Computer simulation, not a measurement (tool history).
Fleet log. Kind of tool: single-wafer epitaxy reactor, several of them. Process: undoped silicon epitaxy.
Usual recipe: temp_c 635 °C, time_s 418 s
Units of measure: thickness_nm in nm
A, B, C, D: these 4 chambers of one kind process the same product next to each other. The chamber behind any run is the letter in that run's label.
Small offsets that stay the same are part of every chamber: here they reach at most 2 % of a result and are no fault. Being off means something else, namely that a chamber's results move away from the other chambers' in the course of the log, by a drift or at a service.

run	day	temp_c	time_s	read-back reference wafer on the same gauge, thickness_nm	thickness_nm
1A	0.296	635	418	49.439	50.164
2C	0.454	635	418	49.509	49.923
3D	0.658	635	418	49.497	49.998
4B	0.858	635	418	49.546	51.068
5C	1.058	635	418	49.554	50.247
# day 1.067: chamber C: pyrometer calibrated
6D	1.292	635	418	49.493	50.489
7B	1.429	635	418	49.529	51.084
8A	1.633	635	418	49.53	51.156
9C	1.896	641	485	49.455	65.834
10D	2.088	641	485	49.537	66.54
11A	2.25	641	485	49.51	67.514
12B	2.533	641	485	49.492	67.333
# day 2.754: chamber B: pyrometer calibrated
13B	2.758	635	418	49.436	48.024
14C	3.025	635	418	49.494	49.929
15A	3.242	641	349	49.457	48.848
16D	3.475	641	349	49.508	47.798
17C	3.7	641	349	49.496	48.009
18A	3.871	641	349	49.56	48.541
19B	4.029	635	418	49.516	47.958
20D	4.296	635	418	49.459	49.704
21C	4.446	635	418	49.468	49.604
22A	4.617	624	418	49.522	39.185
23B	4.817	624	418	49.531	37.782
24D	4.975	624	418	49.475	38.912
25D	5.208	624	418	49.473	39.139
26B	5.467	635	418	49.517	48.151
27C	5.65	635	418	49.444	49.78
28A	5.921	623	462	49.53	42.33
29B	6.1	623	462	49.508	40.669
# day 6.254: chamber A: pyrometer calibrated
30A	6.375	623	462	49.525	42.5
31D	6.558	623	462	49.476	42.192
32C	6.833	635	418	49.549	49.914
33B	7.092	647	481	49.515	73.241
34A	7.242	647	481	49.488	76.685
35D	7.546	647	481	49.484	75.144
36C	7.804	647	481	49.491	75.453
37B	8.042	635	418	49.444	48.419

Predict what each chamber gives when all 4 of them run the settings below next.
38A	8.258	635	418		?
38B	8.258	635	418		?
38C	8.258	635	418		?
38D	8.258	635	418		?

run	thickness_nm
38A	50.584
38B	49.065
38C	49.963
38D	50.098

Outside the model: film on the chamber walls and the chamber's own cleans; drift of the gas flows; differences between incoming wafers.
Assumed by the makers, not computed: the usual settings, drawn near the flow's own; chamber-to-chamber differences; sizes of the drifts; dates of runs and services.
